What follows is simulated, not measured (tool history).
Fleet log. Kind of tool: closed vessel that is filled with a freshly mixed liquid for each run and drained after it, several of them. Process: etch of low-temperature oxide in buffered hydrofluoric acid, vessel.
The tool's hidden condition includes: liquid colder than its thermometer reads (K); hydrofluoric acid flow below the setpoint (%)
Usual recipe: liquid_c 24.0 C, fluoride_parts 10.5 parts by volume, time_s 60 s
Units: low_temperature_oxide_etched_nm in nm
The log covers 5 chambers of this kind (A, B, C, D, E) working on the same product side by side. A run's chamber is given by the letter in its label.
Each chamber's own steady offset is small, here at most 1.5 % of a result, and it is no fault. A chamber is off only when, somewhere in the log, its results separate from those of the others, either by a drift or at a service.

run   hour  liquid_c  fluoride_parts  time_s  hours since the thermometer was replaced  hours since the hydrofluoric acid flow meter was replaced  read-back film thickness of the low-temperature oxide reference wafer, read on the same gauge (nm)  low_temperature_oxide_etched_nm
 1E    5.7      24.0            10.5      60                                    1034.2                                                     1244.5                                                                                              120.00                           149.43
 2D   14.9      24.0            10.5      60                                      82.4                                                     1967.0                                                                                              119.99                           150.32
 3A   20.5      24.0            10.5      60                                    1877.5                                                      959.7                                                                                              119.99                           149.41
 4B   26.6      24.0            10.5      60                                      60.9                                                      969.5                                                                                              119.95                           150.71
 5C   32.8      24.0            10.5      60                                     398.7                                                     1050.6                                                                                              120.02                           149.06
 6E   39.4      24.0            10.5      60                                    1067.9                                                     1278.2                                                                                              120.00                           149.73
 7C   44.9      24.0            10.5      60                                     410.8                                                     1062.7                                                                                              120.01                           148.93
 8D   50.5      24.0            10.5      60                                     118.0                                                     2002.6                                                                                              119.99                           148.71
 9B   55.7      22.0            10.5      60                                      90.0                                                      998.6                                                                                              119.98                           135.37
10A   62.7      22.0            10.5      60                                    1919.7                                                     1001.9                                                                                              120.00                           135.42
11B   70.4      22.0            10.5      60                                     104.7                                                     1013.3                                                                                              120.00                           136.79
12C   78.2      22.0            10.5      60                                     444.1                                                     1096.0                                                                                              120.01                           135.69
13D   82.9      22.0            10.5      60                                     150.4                                                     2035.0                                                                                              119.99                           133.78
14A   90.0      24.0            10.5      60                                    1947.0                                                     1029.2                                                                                              119.99                           151.27
15E   96.0      24.0            10.5      60                                    1124.5                                                     1334.8                                                                                              120.00                           151.50
16A  103.2      24.0            10.5      60                                    1960.2                                                     1042.4                                                                                              120.00                           151.69
17D  111.0      24.0            10.5      60                                     178.5                                                     2063.1                                                                                              119.99                           150.29
18E  120.0      24.0            10.5      60                                    1148.5                                                     1358.8                                                                                              120.01                           148.77
19C  128.6      24.0            10.5      60                                     494.5                                                     1146.4                                                                                              120.01                           143.97
20B  137.9      24.0            10.5      60                                     172.2                                                     1080.8                                                                                              120.03                           150.40
21D  147.1      24.0            10.5      60                                     214.6                                                     2099.2                                                                                              120.00                           148.04
22C  155.2      24.0            10.5      60                                     521.1                                                     1173.0                                                                                              120.01                           143.49
23A  163.3      24.0            10.5      60                                    2020.3                                                     1102.5                                                                                              120.01                           151.49
24B  168.7      24.0            10.5      60                                     203.0                                                     1111.6                                                                                              120.00                           150.19
25E  178.1      24.0            10.5      60                                    1206.6                                                     1416.9                                                                                              119.99                           147.21
26B  186.3      24.0            10.5      60                                     220.6                                                     1129.2                                                                                              120.03                           151.84
27C  190.7      24.0            10.5      60                                     556.6                                                     1208.5                                                                                              119.96                           141.06
28E  195.2      24.0             7.0      60                                    1223.7                                                     1434.0                                                                                              120.01                           218.52
29A  200.3      24.0             7.0      60                                    2057.3                                                     1139.5                                                                                              120.02                           220.23
30D  204.5      24.0             7.0      60                                     272.0                                                     2156.6                                                                                              119.98                           218.66
     208.7  -- chamber C: hydrofluoric acid flow meter replaced
31C  209.3      24.0             7.0      60                                     575.2                                                        0.7                                                                                              120.01                           208.64
32B  217.9      24.0             7.0      60                                     252.2                                                     1160.8                                                                                              119.99                           218.00
33D  227.0      24.0            10.5      60                                     294.5                                                     2179.1                                                                                              120.00                           149.48

Each of the 5 chambers runs these same settings next. Fill in every chamber's results:
34A  233.7      19.5            10.5      60                                                                                                                                                                                                                                         ?
34B  233.7      19.5            10.5      60                                                                                                                                                                                                                                         ?
34C  233.7      19.5            10.5      60                                                                                                                                                                                                                                         ?
34D  233.7      19.5            10.5      60                                                                                                                                                                                                                                         ?
34E  233.7      19.5            10.5      60                                                                                                                                                                                                                                         ?

run  low_temperature_oxide_etched_nm
34A                           117.55
34B                           117.58
34C                           109.05
34D                           118.56
34E                           117.16
